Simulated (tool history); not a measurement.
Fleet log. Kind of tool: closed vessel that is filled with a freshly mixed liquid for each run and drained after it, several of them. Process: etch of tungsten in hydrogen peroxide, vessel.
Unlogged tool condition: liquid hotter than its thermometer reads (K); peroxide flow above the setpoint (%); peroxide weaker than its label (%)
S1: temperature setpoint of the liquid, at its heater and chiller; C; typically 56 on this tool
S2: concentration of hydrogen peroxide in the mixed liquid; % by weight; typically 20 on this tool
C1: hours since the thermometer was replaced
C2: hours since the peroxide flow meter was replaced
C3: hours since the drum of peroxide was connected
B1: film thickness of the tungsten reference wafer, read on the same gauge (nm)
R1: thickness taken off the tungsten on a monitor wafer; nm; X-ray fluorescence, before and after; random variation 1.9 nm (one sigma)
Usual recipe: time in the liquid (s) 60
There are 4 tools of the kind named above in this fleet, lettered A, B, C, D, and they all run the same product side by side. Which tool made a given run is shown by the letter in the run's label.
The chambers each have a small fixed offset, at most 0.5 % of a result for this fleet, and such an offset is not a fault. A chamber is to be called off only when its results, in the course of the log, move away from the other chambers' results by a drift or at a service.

Run 1C, hour 5.5: usual settings; C1 1984.3; C2 362.1; C3 477.2; B1 99.983. Result: R1 193.8 nm.
Run 2D, hour 11.3: usual settings; C1 764.2; C2 105; C3 50.2; B1 100.01. Result: R1 198.64 nm.
Run 3A, hour 15.6: usual settings; C1 1268.2; C2 623.1; C3 229.7; B1 100. Result: R1 191.25 nm.
Run 4B, hour 23.6: usual settings; C1 315.4; C2 1481.7; C3 679; B1 100. Result: R1 193.37 nm.
Run 5D, hour 30.6: usual settings; C1 783.5; C2 124.3; C3 69.5; B1 99.966. Result: R1 194.53 nm.
Run 6B, hour 38.5: usual settings; C1 330.3; C2 1496.6; C3 693.9; B1 99.991. Result: R1 198.6 nm.
Run 7A, hour 44.7: usual settings; C1 1297.3; C2 652.2; C3 258.8; B1 99.979. Result: R1 195.54 nm.
Run 8C, hour 52.7: usual settings; C1 2031.5; C2 409.3; C3 524.4; B1 100.01. Result: R1 193.23 nm.
At hour 54: chamber A: thermometer replaced.
Run 9A, hour 62.1: usual settings; C1 8.2; C2 669.6; C3 276.2; B1 100. Result: R1 190.2 nm.
Run 10B, hour 71.2: usual settings; C1 363; C2 1529.3; C3 726.6; B1 100.01. Result: R1 194.46 nm.
Run 11D, hour 78.7: usual settings; C1 831.6; C2 172.4; C3 117.6; B1 100.01. Result: R1 192.04 nm.
Run 12C, hour 85.4: usual settings; C1 2064.2; C2 442; C3 557.1; B1 100.04. Result: R1 194.51 nm.
Run 13C, hour 90.2: usual settings; C1 2069; C2 446.8; C3 561.9; B1 99.989. Result: R1 196.85 nm.
Run 14D, hour 97.8: usual settings; C1 850.7; C2 191.5; C3 136.7; B1 100.02. Result: R1 193.71 nm.
Run 15A, hour 104.3: usual settings; C1 50.4; C2 711.8; C3 318.4; B1 99.981. Result: R1 196.06 nm.
Run 16B, hour 108.7: usual settings; C1 400.5; C2 1566.8; C3 764.1; B1 100.01. Result: R1 197.54 nm.
At hour 112.5: chamber D: thermometer replaced.
Run 17A, hour 116.1: usual settings; C1 62.2; C2 723.6; C3 330.2; B1 100.02. Result: R1 194.06 nm.
Run 18B, hour 120.5: usual settings but time in the liquid (s) 70; C1 412.3; C2 1578.6; C3 775.9; B1 100.02. Result: R1 234.1 nm.
Run 19D, hour 129.9: usual settings but time in the liquid (s) 70; C1 17.5; C2 223.6; C3 168.8; B1 99.996. Result: R1 229.07 nm.
Run 20C, hour 136.9: usual settings but time in the liquid (s) 70; C1 2115.7; C2 493.5; C3 608.6; B1 100. Result: R1 223.28 nm.
Run 21A, hour 145: usual settings but time in the liquid (s) 70; C1 91.1; C2 752.5; C3 359.1; B1 100.02. Result: R1 226.79 nm.
Run 22B, hour 149.3: usual settings; C1 441.1; C2 1607.4; C3 804.7; B1 99.988. Result: R1 197.86 nm.
Run 23C, hour 158.6: usual settings; C1 2137.4; C2 515.2; C3 630.3; B1 100.01. Result: R1 195.96 nm.
Run 24D, hour 164.1: usual settings; C1 51.7; C2 257.8; C3 203; B1 99.996. Result: R1 194.25 nm.
Run 25A, hour 172.8: usual settings; C1 118.9; C2 780.3; C3 386.9; B1 99.99. Result: R1 194.04 nm.
Run 26D, hour 182.4: usual settings; C1 70; C2 276.1; C3 221.3; B1 99.993. Result: R1 193.36 nm.
Run 27B, hour 191.2: usual settings; C1 483; C2 1649.3; C3 846.6; B1 100.01. Result: R1 206.67 nm.
Run 28C, hour 195.8: usual settings; C1 2174.6; C2 552.4; C3 667.5; B1 99.974. Result: R1 196.85 nm.
Run 29B, hour 200.6: usual settings; C1 492.4; C2 1658.7; C3 856; B1 99.986. Result: R1 204.57 nm.
Run 30D, hour 208.7: usual settings; C1 96.3; C2 302.4; C3 247.6; B1 99.98. Result: R1 194.39 nm.
Run 31C, hour 218.2: usual settings; C1 2197; C2 574.8; C3 689.9; B1 99.968. Result: R1 192.36 nm.
Run 32A, hour 226.8: usual settings; C1 172.9; C2 834.3; C3 440.9; B1 99.998. Result: R1 193.71 nm.
Run 33D, hour 234: usual settings; C1 121.6; C2 327.7; C3 272.9; B1 100.01. Result: R1 197.39 nm.
At hour 235.9: chamber B: peroxide flow meter replaced.
Run 34C, hour 241.4: usual settings; C1 2220.2; C2 598; C3 713.1; B1 100. Result: R1 193.46 nm.
Run 35A, hour 249.2: usual settings; C1 195.3; C2 856.7; C3 463.3; B1 100.01. Result: R1 192.51 nm.
Run 36B, hour 253.6: usual settings; C1 545.4; C2 17.7; C3 909; B1 99.993. Result: R1 215.05 nm.
Run 37B, hour 261.8: usual settings; C1 553.6; C2 25.9; C3 917.2; B1 100.01. Result: R1 211.94 nm.
Run 38A, hour 267.5: usual settings but S2 25 % by weight; C1 213.6; C2 875; C3 481.6; B1 100.01. Result: R1 220.06 nm.
Run 39D, hour 274: usual settings but S2 25 % by weight; C1 161.6; C2 367.7; C3 312.9; B1 100.01. Result: R1 218.96 nm.
Run 40C, hour 281.8: usual settings but S2 25 % by weight; C1 2260.6; C2 638.4; C3 753.5; B1 100. Result: R1 217.28 nm.
Run 41B, hour 291: usual settings but S2 25 % by weight; C1 582.8; C2 55.1; C3 946.4; B1 99.991. Result: R1 244.64 nm.
Run 42D, hour 298: usual settings; C1 185.6; C2 391.7; C3 336.9; B1 99.999. Result: R1 193.33 nm.
Run 43A, hour 305.8: usual settings but S1 59.5 C; C1 251.9; C2 913.3; C3 519.9; B1 99.986. Result: R1 235.13 nm.

Has any chamber moved away from the others, gradually or after a service, or does the common gauge drift, or do the chambers differ only by their own small steady offsets? State the chamber and the most likely cause if one applies.

Little by little, chamber B moves away from the other chambers.
Most likely cause: liquid hotter than its thermometer reads (K) = 2.15.

Here are 4 candidates for chamber B's next run, each the usual settings with a change, their results left as question marks. Which one brings its results back in line with what the others give on the usual settings?
Allowed miss from the other chambers' usual-settings mean, per result, to count as in line: R1 6.5 nm
Run 44B-1, hour 312.7: usual settings but S1 58 C. Result: R1 ?.
Run 44B-2, hour 312.7: usual settings but S1 54 C. Result: R1 ?.
Run 44B-3, hour 312.7: usual settings but S1 57 C. Result: R1 ?.
Run 44B-4, hour 312.7: usual settings but S2 17.5 % by weight. Result: R1 ?.

What the other chambers average on the usual settings: R1 194.32 nm
  run      R1
44B-1  246.55
44B-2   195.5
44B-3  232.74
44B-4  205.43
44B-2 brings the chamber back in line.
